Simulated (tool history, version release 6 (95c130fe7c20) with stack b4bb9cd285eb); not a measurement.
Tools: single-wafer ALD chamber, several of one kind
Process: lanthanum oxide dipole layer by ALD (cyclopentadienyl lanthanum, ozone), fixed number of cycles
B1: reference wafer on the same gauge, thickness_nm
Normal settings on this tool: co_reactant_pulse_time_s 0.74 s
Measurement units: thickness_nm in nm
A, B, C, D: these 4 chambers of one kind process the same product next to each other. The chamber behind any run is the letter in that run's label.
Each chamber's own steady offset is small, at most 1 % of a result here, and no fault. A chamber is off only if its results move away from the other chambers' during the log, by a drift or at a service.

run 1A day=0.408 | co_reactant_pulse_time_s=0.74 | B1=0.50998 | thickness_nm=0.45015
run 2D day=0.767 | co_reactant_pulse_time_s=0.74 | B1=0.50991 | thickness_nm=0.44765
run 3B day=1.171 | co_reactant_pulse_time_s=0.74 | B1=0.5098 | thickness_nm=0.44604
run 4C day=1.433 | co_reactant_pulse_time_s=0.74 | B1=0.50969 | thickness_nm=0.44781
-- day=1.729 chamber C: thermocouple changed; heater temperature recalibrated
run 5C day=1.771 | co_reactant_pulse_time_s=0.74 | B1=0.50969 | thickness_nm=0.44795
run 6B day=2.229 | co_reactant_pulse_time_s=0.74 | B1=0.50942 | thickness_nm=0.44665
run 7A day=2.658 | co_reactant_pulse_time_s=0.74 | B1=0.5095 | thickness_nm=0.44957
run 8D day=3.075 | co_reactant_pulse_time_s=0.74 | B1=0.50938 | thickness_nm=0.44779
run 9C day=3.458 | co_reactant_pulse_time_s=0.87 | B1=0.50935 | thickness_nm=0.47691
run 10B day=3.667 | co_reactant_pulse_time_s=0.87 | B1=0.50912 | thickness_nm=0.47612
run 11D day=4.029 | co_reactant_pulse_time_s=0.87 | B1=0.50922 | thickness_nm=0.4787
-- day=4.092 chamber A: ozone generator serviced
run 12A day=4.412 | co_reactant_pulse_time_s=0.87 | B1=0.50906 | thickness_nm=0.47948
run 13C day=4.725 | co_reactant_pulse_time_s=0.74 | B1=0.50914 | thickness_nm=0.44559
run 14D day=4.929 | co_reactant_pulse_time_s=0.74 | B1=0.50909 | thickness_nm=0.44733
run 15A day=5.138 | co_reactant_pulse_time_s=0.74 | B1=0.50908 | thickness_nm=0.44884
run 16B day=5.512 | co_reactant_pulse_time_s=0.74 | B1=0.50897 | thickness_nm=0.44566
run 17B day=5.717 | co_reactant_pulse_time_s=0.92 | B1=0.50894 | thickness_nm=0.48427
run 18D day=6.1 | co_reactant_pulse_time_s=0.92 | B1=0.50879 | thickness_nm=0.48754
run 19C day=6.4 | co_reactant_pulse_time_s=0.92 | B1=0.50882 | thickness_nm=0.48626
run 20A day=6.721 | co_reactant_pulse_time_s=0.92 | B1=0.50863 | thickness_nm=0.48898
run 21D day=6.954 | co_reactant_pulse_time_s=0.74 | B1=0.50875 | thickness_nm=0.44672
run 22C day=7.225 | co_reactant_pulse_time_s=0.74 | B1=0.5086 | thickness_nm=0.44612
-- day=7.238 chamber B: ozone generator serviced
run 23A day=7.692 | co_reactant_pulse_time_s=0.74 | B1=0.50847 | thickness_nm=0.44812
run 24B day=7.912 | co_reactant_pulse_time_s=0.74 | B1=0.50838 | thickness_nm=0.4443
run 25D day=8.312 | co_reactant_pulse_time_s=0.74 | B1=0.50846 | thickness_nm=0.44663
run 26B day=8.579 | co_reactant_pulse_time_s=0.91 | B1=0.50846 | thickness_nm=0.48354
run 27C day=8.883 | co_reactant_pulse_time_s=0.91 | B1=0.50819 | thickness_nm=0.48511
run 28A day=9.238 | co_reactant_pulse_time_s=0.91 | B1=0.50818 | thickness_nm=0.48492
run 29C day=9.621 | co_reactant_pulse_time_s=0.91 | B1=0.50812 | thickness_nm=0.48373
run 30D day=9.917 | co_reactant_pulse_time_s=0.62 | B1=0.50804 | thickness_nm=0.40943
run 31B day=10.321 | co_reactant_pulse_time_s=0.62 | B1=0.50789 | thickness_nm=0.40912
-- day=10.338 chamber C: ozone generator serviced
run 32A day=10.625 | co_reactant_pulse_time_s=0.62 | B1=0.50796 | thickness_nm=0.41211
run 33C day=10.954 | co_reactant_pulse_time_s=0.62 | B1=0.50788 | thickness_nm=0.41067

All chambers now run identical settings, listed one chamber a line with results as question marks. What results will each chamber show?
run 34A day=11.288 | co_reactant_pulse_time_s=0.74 | thickness_nm=?
run 34B day=11.288 | co_reactant_pulse_time_s=0.74 | thickness_nm=?
run 34C day=11.288 | co_reactant_pulse_time_s=0.74 | thickness_nm=?
run 34D day=11.288 | co_reactant_pulse_time_s=0.74 | thickness_nm=?

run=34A thickness_nm=0.44747
run=34B thickness_nm=0.44405
run=34C thickness_nm=0.44621
run=34D thickness_nm=0.44575
